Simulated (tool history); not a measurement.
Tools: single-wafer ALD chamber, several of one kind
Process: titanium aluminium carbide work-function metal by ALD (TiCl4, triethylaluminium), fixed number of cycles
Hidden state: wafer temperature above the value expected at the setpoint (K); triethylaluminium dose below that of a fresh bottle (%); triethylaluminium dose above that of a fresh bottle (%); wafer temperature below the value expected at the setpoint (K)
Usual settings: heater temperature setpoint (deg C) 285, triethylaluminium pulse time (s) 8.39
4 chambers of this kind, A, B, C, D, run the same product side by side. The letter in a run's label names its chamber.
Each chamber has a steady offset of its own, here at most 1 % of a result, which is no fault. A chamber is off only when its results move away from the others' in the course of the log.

| run | day | heater temperature setpoint (deg C) | triethylaluminium pulse time (s) | hours since the last thermocouple change | hours since the last triethylaluminium bottle change | read-back reference wafer on the same gauge, thickness_nm | mean film thickness on the monitor wafer (angstrom) |
|---|---|---|---|---|---|---|---|
| 1D | 0.579 | 285 | 8.39 | 373.5 | 216.1 | 1.6700 | 18.224 |
| 2C | 1.046 | 285 | 8.39 | 2628.0 | 1050.8 | 1.6704 | 18.259 |
| 3B | 1.558 | 285 | 8.39 | 2205.8 | 585.6 | 1.6698 | 18.154 |
| 4A | 1.992 | 285 | 8.39 | 249.8 | 164.1 | 1.6699 | 18.466 |
| 5B | 2.596 | 285 | 8.39 | 2230.7 | 610.5 | 1.6694 | 18.194 |
| 6D | 2.896 | 285 | 8.39 | 429.1 | 271.7 | 1.6705 | 18.189 |
| 7A | 3.325 | 285 | 8.39 | 281.8 | 196.1 | 1.6713 | 18.376 |
| 8C | 3.658 | 285 | 8.39 | 2690.7 | 1113.5 | 1.6701 | 18.224 |
| 9B | 4.058 | 285 | 8.39 | 2265.8 | 645.6 | 1.6705 | 18.222 |
| 10D | 4.408 | 285 | 8.39 | 465.4 | 308.0 | 1.6705 | 18.279 |
| 11A | 4.817 | 285 | 8.39 | 317.6 | 231.9 | 1.6704 | 18.385 |
| 12C | 5.396 | 285 | 8.39 | 2732.4 | 1155.2 | 1.6702 | 18.162 |
| 13C | 5.962 | 285 | 8.39 | 2746.0 | 1168.8 | 1.6693 | 18.250 |
|  | 6.112 | chamber C: thermocouple changed; heater temperature recalibrated |
| 14D | 6.454 | 285 | 8.39 | 514.5 | 357.1 | 1.6698 | 18.235 |
| 15B | 6.742 | 285 | 8.39 | 2330.2 | 710.0 | 1.6708 | 18.187 |
| 16A | 7.179 | 285 | 8.39 | 374.3 | 288.6 | 1.6696 | 18.389 |
| 17A | 7.808 | 285 | 8.39 | 389.4 | 303.7 | 1.6701 | 18.428 |
| 18B | 8.138 | 285 | 8.39 | 2363.7 | 743.5 | 1.6707 | 18.240 |
| 19C | 8.796 | 285 | 8.39 | 64.5 | 1236.8 | 1.6700 | 18.279 |
| 20D | 9.400 | 285 | 8.39 | 585.2 | 427.8 | 1.6700 | 18.247 |
| 21A | 9.954 | 285 | 8.39 | 440.9 | 355.2 | 1.6699 | 18.455 |
| 22B | 10.338 | 285 | 8.39 | 2416.5 | 796.3 | 1.6703 | 18.279 |
| 23D | 10.958 | 274 | 8.39 | 622.6 | 465.2 | 1.6705 | 17.236 |
| 24C | 11.600 | 274 | 8.39 | 131.8 | 1304.1 | 1.6704 | 17.334 |
| 25D | 11.892 | 274 | 8.39 | 645.0 | 487.6 | 1.6702 | 17.406 |
| 26C | 12.446 | 274 | 8.39 | 152.1 | 1324.4 | 1.6696 | 17.268 |
| 27A | 12.758 | 285 | 8.39 | 508.2 | 422.5 | 1.6697 | 18.345 |
| 28B | 13.333 | 285 | 8.39 | 2488.4 | 868.2 | 1.6699 | 18.272 |
| 29C | 13.750 | 285 | 8.39 | 183.4 | 1355.7 | 1.6698 | 18.265 |
| 30A | 14.071 | 285 | 8.39 | 539.7 | 454.0 | 1.6694 | 18.357 |
| 31B | 14.704 | 285 | 8.39 | 2521.3 | 901.1 | 1.6700 | 18.217 |
| 32D | 15.304 | 271 | 8.39 | 726.9 | 569.5 | 1.6703 | 16.938 |
| 33C | 15.683 | 271 | 8.39 | 229.8 | 1402.1 | 1.6705 | 17.086 |
| 34D | 16.212 | 271 | 8.39 | 748.7 | 591.3 | 1.6696 | 16.839 |
| 35A | 16.817 | 271 | 8.39 | 605.6 | 519.9 | 1.6697 | 17.239 |
| 36B | 17.300 | 285 | 8.39 | 2583.6 | 963.4 | 1.6693 | 18.182 |
| 37A | 17.950 | 278 | 11.67 | 632.8 | 547.1 | 1.6704 | 18.517 |
| 38B | 18.296 | 278 | 11.67 | 2607.5 | 987.3 | 1.6702 | 18.283 |
| 39C | 18.896 | 278 | 11.67 | 306.9 | 1479.2 | 1.6707 | 18.387 |
| 40D | 19.446 | 278 | 11.67 | 826.3 | 668.9 | 1.6697 | 18.253 |
| 41C | 19.996 | 285 | 8.39 | 333.3 | 1505.6 | 1.6696 | 18.234 |
| 42D | 20.429 | 285 | 8.39 | 849.9 | 692.5 | 1.6703 | 17.894 |

Is one chamber off against the others, does the gauge drift, or is nothing wrong? If a chamber is off, say which, and what the likeliest cause is.

Chamber D drifts away from the others.
Cause: triethylaluminium dose below that of a fresh bottle (%) = 10.5.
The log may not tell that from: wafer temperature below the value expected at the setpoint (K).

Here are 4 candidates for chamber D's next run, each the usual settings with a change, their results left as question marks. Which one brings its results back in line with what the others give on the usual settings?
In line means no further than this from the other chambers' mean on the usual settings: mean film thickness on the monitor wafer (angstrom) 0.160
| 43D-1 | 20.904 | 281 | 7.36 |  |  |  | ? |
| 43D-2 | 20.904 | 283 | 7.86 |  |  |  | ? |
| 43D-3 | 20.904 | 290 | 9.70 |  |  |  | ? |
| 43D-4 | 20.904 | 285 | 9.26 |  |  |  | ? |

The other chambers' mean on the usual settings: mean film thickness on the monitor wafer (angstrom) 18.288
| run | mean film thickness on the monitor wafer (angstrom) |
|---|---|
| 43D-1 | 17.050 |
| 43D-2 | 17.486 |
| 43D-3 | 18.797 |
| 43D-4 | 18.241 |
43D-4 brings the chamber back in line.

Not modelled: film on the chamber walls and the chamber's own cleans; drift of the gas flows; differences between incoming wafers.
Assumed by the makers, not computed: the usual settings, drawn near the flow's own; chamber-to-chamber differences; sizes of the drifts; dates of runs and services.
